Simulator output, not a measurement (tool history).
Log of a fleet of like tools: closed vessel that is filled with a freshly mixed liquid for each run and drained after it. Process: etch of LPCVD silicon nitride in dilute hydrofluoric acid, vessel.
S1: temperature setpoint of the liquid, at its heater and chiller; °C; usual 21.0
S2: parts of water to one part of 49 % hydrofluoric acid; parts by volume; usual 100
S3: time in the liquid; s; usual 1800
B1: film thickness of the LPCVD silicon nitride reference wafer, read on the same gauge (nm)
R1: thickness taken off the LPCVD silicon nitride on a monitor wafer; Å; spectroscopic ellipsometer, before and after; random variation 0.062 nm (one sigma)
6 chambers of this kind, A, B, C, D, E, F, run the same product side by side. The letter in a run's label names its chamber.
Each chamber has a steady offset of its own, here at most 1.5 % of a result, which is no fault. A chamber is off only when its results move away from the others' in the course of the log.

run	hour	S1	S2	S3	B1	R1
1F	15.5	21.0	100	1800	120.01	65.709
2A	24.4	21.0	100	1800	120.03	65.110
3B	31.5	21.0	100	1800	120.01	65.194
4D	40.8	21.0	100	1800	120.01	66.265
5C	54.9	21.0	100	1800	120.00	65.969
# hour 61.8: chamber D: thermometer replaced
6E	69.6	21.0	100	1800	120.00	65.241
7B	77.1	25.5	60	1800	120.01	147.490
8D	84.6	25.5	60	1800	120.01	148.270
# hour 93.8: chamber A: hydrofluoric acid flow meter replaced
9C	94.6	25.5	60	1800	120.00	147.390
10E	107.4	25.5	60	1800	120.01	150.480
# hour 113.2: chamber B: hydrofluoric acid flow meter replaced
11A	115.8	25.5	60	1800	119.99	145.450
12F	122.8	25.5	60	1800	119.98	151.570
13F	130.7	21.0	100	1800	120.02	67.006
14E	144.8	21.0	100	1800	119.98	66.194
15C	154.3	21.0	100	1800	120.00	66.530
16A	164.3	21.0	100	1800	119.95	65.373
17D	174.4	21.0	100	1800	120.02	65.513
18B	185.2	21.0	100	1800	120.01	65.148
19A	192.4	21.0	100	1800	120.00	66.178
20C	206.3	21.0	100	1800	120.02	66.230
21D	219.9	23.0	140	1800	120.01	53.522
22B	228.4	23.0	140	1800	120.02	54.106
23E	241.7	23.0	140	1800	120.00	55.085
# hour 250.3: chamber A: thermometer replaced
24F	250.6	23.0	140	1800	120.02	56.877
25D	263.2	23.0	140	1800	120.03	52.459
26B	270.2	23.0	140	1800	119.97	53.393
27A	279.0	21.0	100	1800	120.01	65.934
28E	294.3	21.0	100	1800	120.01	66.941
29C	305.5	21.0	100	1800	120.01	66.015
30F	319.8	21.0	100	1800	120.02	69.682
31B	332.9	21.0	100	1800	120.03	64.777
32E	347.4	21.0	100	1800	120.02	67.254
33D	362.1	21.0	100	1800	119.99	66.492
34A	371.1	21.0	100	1800	120.04	65.666
35C	382.2	21.0	100	1800	120.02	64.203
36F	395.8	21.0	100	1800	120.03	71.689
37F	409.5	21.0	130	1355	120.00	41.208
38D	419.3	21.0	130	1355	120.00	38.660
39B	426.7	21.0	130	1355	120.00	38.252
40E	441.6	21.0	130	1355	120.02	38.579

Is one chamber off against the others, does the gauge drift, or is nothing wrong? If a chamber is off, say which, and what the likeliest cause is.

Chamber F drifts away from the others.
Cause: hydrofluoric acid flow above the setpoint (%) = 9.27.
The log may not tell that from: liquid hotter than its thermometer reads (K).

Here are 4 candidates for chamber F's next run, each the usual settings with a change, their results left as question marks. Which one brings its results back in line with what the others give on the usual settings?
In line means no further than this from the other chambers' mean on the usual settings: R1 2.200 Å
41F-1	452.8	21.0	100	1750		?
41F-2	452.8	21.0	95	1890		?
41F-3	452.8	21.0	105	1710		?
41F-4	452.8	21.0	100	1865		?

The other chambers' mean on the usual settings: R1 65.848 Å
run	R1
41F-1	70.436
41F-2	80.000
41F-3	65.608
41F-4	75.065
41F-3 brings the chamber back in line.
